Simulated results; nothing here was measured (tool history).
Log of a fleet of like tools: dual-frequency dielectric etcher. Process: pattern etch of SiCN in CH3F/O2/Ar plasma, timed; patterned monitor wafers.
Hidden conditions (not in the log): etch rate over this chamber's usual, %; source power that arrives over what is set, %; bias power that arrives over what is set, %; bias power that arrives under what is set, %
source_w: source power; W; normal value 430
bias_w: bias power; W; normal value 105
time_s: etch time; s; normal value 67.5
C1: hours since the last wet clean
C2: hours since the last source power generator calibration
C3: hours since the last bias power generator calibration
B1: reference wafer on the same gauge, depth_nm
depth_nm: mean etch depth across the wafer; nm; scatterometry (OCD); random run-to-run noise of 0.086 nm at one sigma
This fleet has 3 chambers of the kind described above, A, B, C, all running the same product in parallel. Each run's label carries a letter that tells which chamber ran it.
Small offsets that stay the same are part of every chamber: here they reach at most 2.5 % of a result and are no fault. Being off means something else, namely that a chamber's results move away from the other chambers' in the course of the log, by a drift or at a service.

{"run": "1C", "hour": 6.7, "source_w": 430, "bias_w": 105, "time_s": 67.5, "C1": 76.6, "C2": 2915.2, "C3": 480.7, "B1": 29.11, "depth_nm": 29.979}
{"run": "2A", "hour": 12.6, "source_w": 430, "bias_w": 105, "time_s": 67.5, "C1": 74.9, "C2": 3486.1, "C3": 3369, "B1": 29.115, "depth_nm": 30.527}
{"run": "3B", "hour": 17.0, "source_w": 430, "bias_w": 105, "time_s": 67.5, "C1": 299.2, "C2": 1502.6, "C3": 795, "B1": 29.088, "depth_nm": 29.611}
{"run": "4B", "hour": 23.3, "source_w": 430, "bias_w": 105, "time_s": 67.5, "C1": 305.5, "C2": 1508.9, "C3": 801.3, "B1": 29.09, "depth_nm": 29.761}
{"run": "5C", "hour": 31.3, "source_w": 430, "bias_w": 105, "time_s": 67.5, "C1": 101.2, "C2": 2939.8, "C3": 505.3, "B1": 29.076, "depth_nm": 29.842}
{"run": "6A", "hour": 35.7, "source_w": 430, "bias_w": 105, "time_s": 67.5, "C1": 98, "C2": 3509.2, "C3": 3392.1, "B1": 29.117, "depth_nm": 30.537}
{"run": "7C", "hour": 43.6, "source_w": 430, "bias_w": 105, "time_s": 67.5, "C1": 113.5, "C2": 2952.1, "C3": 517.6, "B1": 29.12, "depth_nm": 29.856}
{"run": "8B", "hour": 49.8, "source_w": 430, "bias_w": 105, "time_s": 67.5, "C1": 332, "C2": 1535.4, "C3": 827.8, "B1": 29.113, "depth_nm": 29.773}
{"run": "9A", "hour": 55.9, "source_w": 430, "bias_w": 105, "time_s": 67.5, "C1": 118.2, "C2": 3529.4, "C3": 3412.3, "B1": 29.111, "depth_nm": 30.392}
{"run": "10A", "hour": 62.3, "source_w": 430, "bias_w": 105, "time_s": 67.5, "C1": 124.6, "C2": 3535.8, "C3": 3418.7, "B1": 29.111, "depth_nm": 30.608}
{"run": "11B", "hour": 67.8, "source_w": 430, "bias_w": 105, "time_s": 67.5, "C1": 350, "C2": 1553.4, "C3": 845.8, "B1": 29.086, "depth_nm": 29.741}
{"hour": 68.2, "done": "chamber B: wet clean of the chamber"}
{"run": "12C", "hour": 73.5, "source_w": 430, "bias_w": 105, "time_s": 67.5, "C1": 143.4, "C2": 2982, "C3": 547.5, "B1": 29.099, "depth_nm": 29.795}
{"run": "13B", "hour": 77.9, "source_w": 430, "bias_w": 105, "time_s": 67.5, "C1": 9.7, "C2": 1563.5, "C3": 855.9, "B1": 29.098, "depth_nm": 29.905}
{"run": "14C", "hour": 85.8, "source_w": 430, "bias_w": 105, "time_s": 67.5, "C1": 155.7, "C2": 2994.3, "C3": 559.8, "B1": 29.099, "depth_nm": 29.894}
{"run": "15A", "hour": 92.9, "source_w": 430, "bias_w": 105, "time_s": 67.5, "C1": 155.2, "C2": 3566.4, "C3": 3449.3, "B1": 29.103, "depth_nm": 30.471}
{"run": "16C", "hour": 101.1, "source_w": 430, "bias_w": 105, "time_s": 67.5, "C1": 171, "C2": 3009.6, "C3": 575.1, "B1": 29.104, "depth_nm": 29.947}
{"run": "17B", "hour": 105.4, "source_w": 430, "bias_w": 105, "time_s": 67.5, "C1": 37.2, "C2": 1591, "C3": 883.4, "B1": 29.092, "depth_nm": 29.791}
{"run": "18A", "hour": 113.9, "source_w": 430, "bias_w": 105, "time_s": 67.5, "C1": 176.2, "C2": 3587.4, "C3": 3470.3, "B1": 29.112, "depth_nm": 30.597}
{"run": "19A", "hour": 119.1, "source_w": 430, "bias_w": 105, "time_s": 67.5, "C1": 181.4, "C2": 3592.6, "C3": 3475.5, "B1": 29.099, "depth_nm": 30.496}
{"run": "20C", "hour": 124.8, "source_w": 430, "bias_w": 105, "time_s": 67.5, "C1": 194.7, "C2": 3033.3, "C3": 598.8, "B1": 29.092, "depth_nm": 29.641}
{"hour": 128.4, "done": "chamber A: source power generator calibrated"}
{"run": "21B", "hour": 130.4, "source_w": 430, "bias_w": 105, "time_s": 67.5, "C1": 62.2, "C2": 1616, "C3": 908.4, "B1": 29.096, "depth_nm": 29.628}
{"run": "22B", "hour": 136.9, "source_w": 430, "bias_w": 105, "time_s": 67.5, "C1": 68.7, "C2": 1622.5, "C3": 914.9, "B1": 29.093, "depth_nm": 29.743}
{"run": "23A", "hour": 144.5, "source_w": 430, "bias_w": 105, "time_s": 67.5, "C1": 206.8, "C2": 16.2, "C3": 3500.9, "B1": 29.114, "depth_nm": 31.068}
{"run": "24C", "hour": 152.6, "source_w": 430, "bias_w": 105, "time_s": 67.5, "C1": 222.5, "C2": 3061.1, "C3": 626.6, "B1": 29.088, "depth_nm": 29.901}
{"run": "25B", "hour": 156.6, "source_w": 430, "bias_w": 105, "time_s": 67.5, "C1": 88.4, "C2": 1642.2, "C3": 934.6, "B1": 29.099, "depth_nm": 29.719}
{"run": "26A", "hour": 162.7, "source_w": 430, "bias_w": 105, "time_s": 67.5, "C1": 225, "C2": 34.4, "C3": 3519.1, "B1": 29.104, "depth_nm": 31.102}
{"run": "27C", "hour": 169.5, "source_w": 500, "bias_w": 105, "time_s": 79, "C1": 239.4, "C2": 3078, "C3": 643.5, "B1": 29.112, "depth_nm": 36.901}
{"run": "28A", "hour": 174.6, "source_w": 500, "bias_w": 105, "time_s": 79, "C1": 236.9, "C2": 46.3, "C3": 3531, "B1": 29.093, "depth_nm": 38.395}
{"run": "29B", "hour": 179.5, "source_w": 500, "bias_w": 105, "time_s": 79, "C1": 111.3, "C2": 1665.1, "C3": 957.5, "B1": 29.09, "depth_nm": 36.903}
{"run": "30C", "hour": 187.7, "source_w": 430, "bias_w": 105, "time_s": 67.5, "C1": 257.6, "C2": 3096.2, "C3": 661.7, "B1": 29.075, "depth_nm": 29.956}
{"run": "31C", "hour": 196.3, "source_w": 430, "bias_w": 105, "time_s": 83, "C1": 266.2, "C2": 3104.8, "C3": 670.3, "B1": 29.091, "depth_nm": 36.839}
{"run": "32B", "hour": 202.2, "source_w": 430, "bias_w": 105, "time_s": 83, "C1": 134, "C2": 1687.8, "C3": 980.2, "B1": 29.111, "depth_nm": 36.416}
{"run": "33A", "hour": 210.3, "source_w": 430, "bias_w": 105, "time_s": 83, "C1": 272.6, "C2": 82, "C3": 3566.7, "B1": 29.106, "depth_nm": 38.181}
{"run": "34A", "hour": 216.7, "source_w": 430, "bias_w": 105, "time_s": 67.5, "C1": 279, "C2": 88.4, "C3": 3573.1, "B1": 29.099, "depth_nm": 31.085}
{"run": "35C", "hour": 221.9, "source_w": 430, "bias_w": 105, "time_s": 67.5, "C1": 291.8, "C2": 3130.4, "C3": 695.9, "B1": 29.087, "depth_nm": 29.88}

Predict what each chamber gives when all 3 of them run the settings below next.
{"run": "36A", "hour": 228.2, "source_w": 430, "bias_w": 129, "time_s": 67.5, "depth_nm": "?"}
{"run": "36B", "hour": 228.2, "source_w": 430, "bias_w": 129, "time_s": 67.5, "depth_nm": "?"}
{"run": "36C", "hour": 228.2, "source_w": 430, "bias_w": 129, "time_s": 67.5, "depth_nm": "?"}

run=36A depth_nm=33.582
run=36B depth_nm=32.208
run=36C depth_nm=32.259

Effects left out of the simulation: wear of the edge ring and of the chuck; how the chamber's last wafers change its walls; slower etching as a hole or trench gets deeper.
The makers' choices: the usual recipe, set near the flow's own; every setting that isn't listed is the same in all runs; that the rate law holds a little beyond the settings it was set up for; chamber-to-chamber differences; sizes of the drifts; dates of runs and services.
